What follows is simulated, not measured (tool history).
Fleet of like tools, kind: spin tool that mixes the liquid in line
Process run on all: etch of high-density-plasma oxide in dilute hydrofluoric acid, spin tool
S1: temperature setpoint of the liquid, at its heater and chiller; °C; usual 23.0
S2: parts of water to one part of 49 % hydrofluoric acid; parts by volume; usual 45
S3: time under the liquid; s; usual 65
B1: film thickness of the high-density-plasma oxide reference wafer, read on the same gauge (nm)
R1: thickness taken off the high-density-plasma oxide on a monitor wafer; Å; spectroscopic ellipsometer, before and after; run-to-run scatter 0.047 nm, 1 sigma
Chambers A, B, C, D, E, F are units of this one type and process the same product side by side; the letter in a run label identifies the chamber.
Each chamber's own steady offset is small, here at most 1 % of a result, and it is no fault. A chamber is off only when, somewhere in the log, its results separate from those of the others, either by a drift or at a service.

run   hour    S1  S2   S3      B1       R1
 1D    5.6  23.0  45   65  89.991   92.326
 2E   11.4  23.0  45   65  89.993   91.839
 3C   15.5  23.0  45   65  89.993   91.479
 4A   19.9  23.0  45   65  89.993   91.059
 5B   23.0  24.5  45   65  89.998   97.028
 6F   26.2  24.5  45   65  89.971   97.234
 7B   29.6  24.5  45   65  89.978   97.226
 8A   32.6  24.5  45   65  90.006   98.133
 9D   36.7  24.5  45   65  89.991   98.142
10E   40.3  24.5  45   65  90.007   97.617
11C   45.1  23.0  45   65  90.008   90.868
12F   50.0  23.0  45   65  90.027   91.235
13C   54.8  23.0  45   65  89.986   92.238
14A   58.0  23.0  45   65  89.996   91.463
15B   61.7  23.0  55   65  89.998   73.441
16D   64.6  23.0  55   65  89.990   74.218
17E   68.1  23.0  55   65  90.020   73.646
18F   71.5  23.0  55   65  90.017   74.127
19C   76.4  23.0  55   65  90.005   74.311
20A   79.4  23.0  55   65  89.974   73.606
21D   84.7  19.5  45  105  89.992  129.480
22E   89.8  19.5  45  105  89.990  126.450
23F   93.6  19.5  45  105  90.005  127.710
24B   98.1  19.5  45  105  89.989  125.950
25E  101.1  19.5  45  105  90.007  126.790
26A  105.2  19.5  45  105  89.983  126.780
27B  111.0  23.0  45   65  89.995   90.828
28F  115.4  23.0  45   65  90.000   91.489
29C  120.1  23.0  55   65  89.999   74.067
30D  125.8  23.0  55   65  90.006   75.742
31E  131.0  23.0  55   65  90.006   74.161
32C  134.0  23.0  55   65  89.997   73.716
33A  138.0  23.0  55   65  90.001   73.888
34D  141.3  23.0  55   65  89.979   76.085
35F  144.0  23.0  45   65  89.995   92.063
36B  149.0  23.0  45   65  89.995   91.157
37F  154.9  23.0  45   65  90.005   91.286
38E  159.5  23.0  45   65  89.998   91.871

For the next run the whole fleet of 6 chambers uses the same settings. Give each chamber's results:
39A  163.7  23.0  45  50       ?
39B  163.7  23.0  45  50       ?
39C  163.7  23.0  45  50       ?
39D  163.7  23.0  45  50       ?
39E  163.7  23.0  45  50       ?
39F  163.7  23.0  45  50       ?

run      R1
39A  70.035
39B  70.056
39C  70.557
39D  73.720
39E  70.329
39F  69.551
